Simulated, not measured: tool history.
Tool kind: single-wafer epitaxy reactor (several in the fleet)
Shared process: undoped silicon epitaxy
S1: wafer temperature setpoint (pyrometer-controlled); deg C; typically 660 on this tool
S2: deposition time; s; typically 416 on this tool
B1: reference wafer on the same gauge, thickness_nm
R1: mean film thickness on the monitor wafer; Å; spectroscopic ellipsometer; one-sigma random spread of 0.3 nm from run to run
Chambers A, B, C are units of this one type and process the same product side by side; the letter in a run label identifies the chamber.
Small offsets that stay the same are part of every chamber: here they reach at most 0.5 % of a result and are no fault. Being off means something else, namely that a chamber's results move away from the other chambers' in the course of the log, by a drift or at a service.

run,hour,S1,S2,B1,R1
1B,11.6,660,416,90.821,865.16
2C,19.1,660,416,90.803,870.45
3A,33.5,660,416,90.785,861.52
4A,44.5,660,416,90.857,862.38
5C,55,660,416,90.801,869.53
6B,67.4,660,416,90.841,863.16
7A,76.2,660,416,90.766,868.88
8B,87,660,416,90.775,865.11
9C,101.1,660,416,90.791,864.47
10A,109.5,660,416,90.802,860.81
11C,124.3,660,416,90.882,872.57
12B,139.3,660,416,90.826,856.12
13C,151.5,660,416,90.803,875.44
14B,162.4,660,416,90.869,851.06
15A,172.4,660,416,90.786,862.38
16A,187,660,416,90.777,867.26
17C,200.9,660,416,90.755,873.55
18B,214.1,660,416,90.867,850.98
19B,228.2,660,416,90.858,852.58
20A,242.3,660,475,90.844,983.25
21C,251.7,660,475,90.788,992.63
22A,259.2,660,475,90.784,984.33
# hour 263.2: chamber C: pyrometer calibrated
23C,269.8,669,388,90.756,977.04
24B,280.6,669,388,90.751,952.51
25B,292.4,669,388,90.772,951.49
26C,304.9,660,416,90.798,869.42
27A,320,660,416,90.784,863.33
28C,330,660,356,90.775,745.04
29A,337.7,660,356,90.782,739.51
30B,349.1,660,356,90.741,712.64
31B,358,660,416,90.835,844.95
32A,370,660,416,90.836,867.24
33C,385.6,660,416,90.799,872.27

For the next run the whole fleet of 3 chambers uses the same settings. Give each chamber's results:
34A,397.1,650,416,,?
34B,397.1,650,416,,?
34C,397.1,650,416,,?

run,R1
34A,694.82
34B,671.58
34C,700.24
